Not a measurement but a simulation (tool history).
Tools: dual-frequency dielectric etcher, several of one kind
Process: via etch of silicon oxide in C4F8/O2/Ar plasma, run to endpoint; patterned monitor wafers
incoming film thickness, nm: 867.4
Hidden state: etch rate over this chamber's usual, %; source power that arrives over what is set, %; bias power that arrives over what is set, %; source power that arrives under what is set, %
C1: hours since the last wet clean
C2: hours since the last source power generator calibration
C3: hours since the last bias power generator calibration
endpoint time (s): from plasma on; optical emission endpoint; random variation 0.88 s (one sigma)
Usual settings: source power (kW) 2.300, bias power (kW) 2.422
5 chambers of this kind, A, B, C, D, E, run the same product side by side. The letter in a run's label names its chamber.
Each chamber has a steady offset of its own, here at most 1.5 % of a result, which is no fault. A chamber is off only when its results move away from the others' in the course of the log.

{"run": "1D", "hour": 10.8, "source power (kW)": 2.3, "bias power (kW)": 2.422, "C1": 264.6, "C2": 1088.2, "C3": 625.5, "endpoint time (s)": 154.15}
{"hour": 12.9, "done": "chamber B: source power generator calibrated"}
{"run": "2A", "hour": 23.5, "source power (kW)": 2.3, "bias power (kW)": 2.422, "C1": 706.7, "C2": 2850.0, "C3": 264.0, "endpoint time (s)": 152.1}
{"run": "3B", "hour": 34.3, "source power (kW)": 2.3, "bias power (kW)": 2.422, "C1": 341.0, "C2": 21.5, "C3": 271.5, "endpoint time (s)": 153.43}
{"run": "4C", "hour": 41.6, "source power (kW)": 2.3, "bias power (kW)": 2.422, "C1": 329.4, "C2": 2325.8, "C3": 401.3, "endpoint time (s)": 153.3}
{"hour": 47.7, "done": "chamber A: wet clean of the chamber"}
{"run": "5E", "hour": 48.6, "source power (kW)": 2.3, "bias power (kW)": 2.422, "C1": 430.5, "C2": 3788.0, "C3": 1094.4, "endpoint time (s)": 153.31}
{"run": "6E", "hour": 56.0, "source power (kW)": 2.3, "bias power (kW)": 2.422, "C1": 437.9, "C2": 3795.4, "C3": 1101.8, "endpoint time (s)": 154.42}
{"run": "7B", "hour": 63.7, "source power (kW)": 2.3, "bias power (kW)": 2.699, "C1": 370.4, "C2": 50.9, "C3": 300.9, "endpoint time (s)": 149.86}
{"run": "8A", "hour": 70.1, "source power (kW)": 2.3, "bias power (kW)": 2.699, "C1": 22.4, "C2": 2896.6, "C3": 310.6, "endpoint time (s)": 147.19}
{"hour": 71.5, "done": "chamber C: wet clean of the chamber"}
{"run": "9D", "hour": 77.9, "source power (kW)": 2.3, "bias power (kW)": 2.699, "C1": 331.7, "C2": 1155.3, "C3": 692.6, "endpoint time (s)": 148.85}
{"hour": 78.9, "done": "chamber D: wet clean of the chamber"}
{"run": "10C", "hour": 84.4, "source power (kW)": 2.3, "bias power (kW)": 2.699, "C1": 13.0, "C2": 2368.6, "C3": 444.1, "endpoint time (s)": 149.34}
{"run": "11E", "hour": 91.9, "source power (kW)": 2.3, "bias power (kW)": 2.699, "C1": 473.8, "C2": 3831.3, "C3": 1137.7, "endpoint time (s)": 151.11}
{"run": "12C", "hour": 101.8, "source power (kW)": 2.3, "bias power (kW)": 2.422, "C1": 30.4, "C2": 2386.0, "C3": 461.5, "endpoint time (s)": 153.32}
{"run": "13D", "hour": 109.0, "source power (kW)": 2.3, "bias power (kW)": 2.422, "C1": 30.1, "C2": 1186.4, "C3": 723.7, "endpoint time (s)": 156.44}
{"run": "14B", "hour": 119.6, "source power (kW)": 2.3, "bias power (kW)": 2.422, "C1": 426.3, "C2": 106.8, "C3": 356.8, "endpoint time (s)": 152.17}
{"run": "15A", "hour": 131.6, "source power (kW)": 2.3, "bias power (kW)": 2.422, "C1": 83.9, "C2": 2958.1, "C3": 372.1, "endpoint time (s)": 151.98}
{"run": "16C", "hour": 138.5, "source power (kW)": 2.3, "bias power (kW)": 2.422, "C1": 67.1, "C2": 2422.7, "C3": 498.2, "endpoint time (s)": 154.97}
{"run": "17A", "hour": 150.6, "source power (kW)": 2.3, "bias power (kW)": 2.422, "C1": 102.9, "C2": 2977.1, "C3": 391.1, "endpoint time (s)": 152.11}
{"run": "18D", "hour": 161.0, "source power (kW)": 2.3, "bias power (kW)": 2.422, "C1": 82.1, "C2": 1238.4, "C3": 775.7, "endpoint time (s)": 153.66}
{"run": "19B", "hour": 173.5, "source power (kW)": 1.84, "bias power (kW)": 2.422, "C1": 480.2, "C2": 160.7, "C3": 410.7, "endpoint time (s)": 167.55}
{"hour": 175.3, "done": "chamber E: wet clean of the chamber"}
{"run": "20E", "hour": 183.0, "source power (kW)": 1.84, "bias power (kW)": 2.422, "C1": 7.7, "C2": 3922.4, "C3": 1228.8, "endpoint time (s)": 169.27}
{"run": "21D", "hour": 195.5, "source power (kW)": 1.84, "bias power (kW)": 2.422, "C1": 116.6, "C2": 1272.9, "C3": 810.2, "endpoint time (s)": 169.54}
{"run": "22C", "hour": 203.7, "source power (kW)": 1.84, "bias power (kW)": 2.422, "C1": 132.3, "C2": 2487.9, "C3": 563.4, "endpoint time (s)": 170.44}
{"run": "23B", "hour": 216.5, "source power (kW)": 1.84, "bias power (kW)": 2.422, "C1": 523.2, "C2": 203.7, "C3": 453.7, "endpoint time (s)": 169.14}
{"run": "24E", "hour": 227.3, "source power (kW)": 2.3, "bias power (kW)": 2.422, "C1": 52.0, "C2": 3966.7, "C3": 1273.1, "endpoint time (s)": 153.55}
{"run": "25A", "hour": 235.1, "source power (kW)": 2.3, "bias power (kW)": 2.422, "C1": 187.4, "C2": 3061.6, "C3": 475.6, "endpoint time (s)": 152.27}
{"run": "26C", "hour": 245.5, "source power (kW)": 1.77, "bias power (kW)": 2.422, "C1": 174.1, "C2": 2529.7, "C3": 605.2, "endpoint time (s)": 173.78}
{"run": "27B", "hour": 256.0, "source power (kW)": 1.77, "bias power (kW)": 2.422, "C1": 562.7, "C2": 243.2, "C3": 493.2, "endpoint time (s)": 173.13}
{"run": "28A", "hour": 263.9, "source power (kW)": 1.77, "bias power (kW)": 2.422, "C1": 216.2, "C2": 3090.4, "C3": 504.4, "endpoint time (s)": 167.73}
{"run": "29E", "hour": 272.4, "source power (kW)": 1.77, "bias power (kW)": 2.422, "C1": 97.1, "C2": 4011.8, "C3": 1318.2, "endpoint time (s)": 171.09}
{"run": "30D", "hour": 281.3, "source power (kW)": 1.77, "bias power (kW)": 2.422, "C1": 202.4, "C2": 1358.7, "C3": 896.0, "endpoint time (s)": 170.39}
{"run": "31E", "hour": 288.1, "source power (kW)": 2.3, "bias power (kW)": 2.422, "C1": 112.8, "C2": 4027.5, "C3": 1333.9, "endpoint time (s)": 155.65}

What goes on in this fleet: one chamber off, a drifting gauge, or nothing beyond the chambers' own small offsets? Name the chamber and the cause, if any.

No chamber stands off beyond its own small offset, and the gauge holds steady.
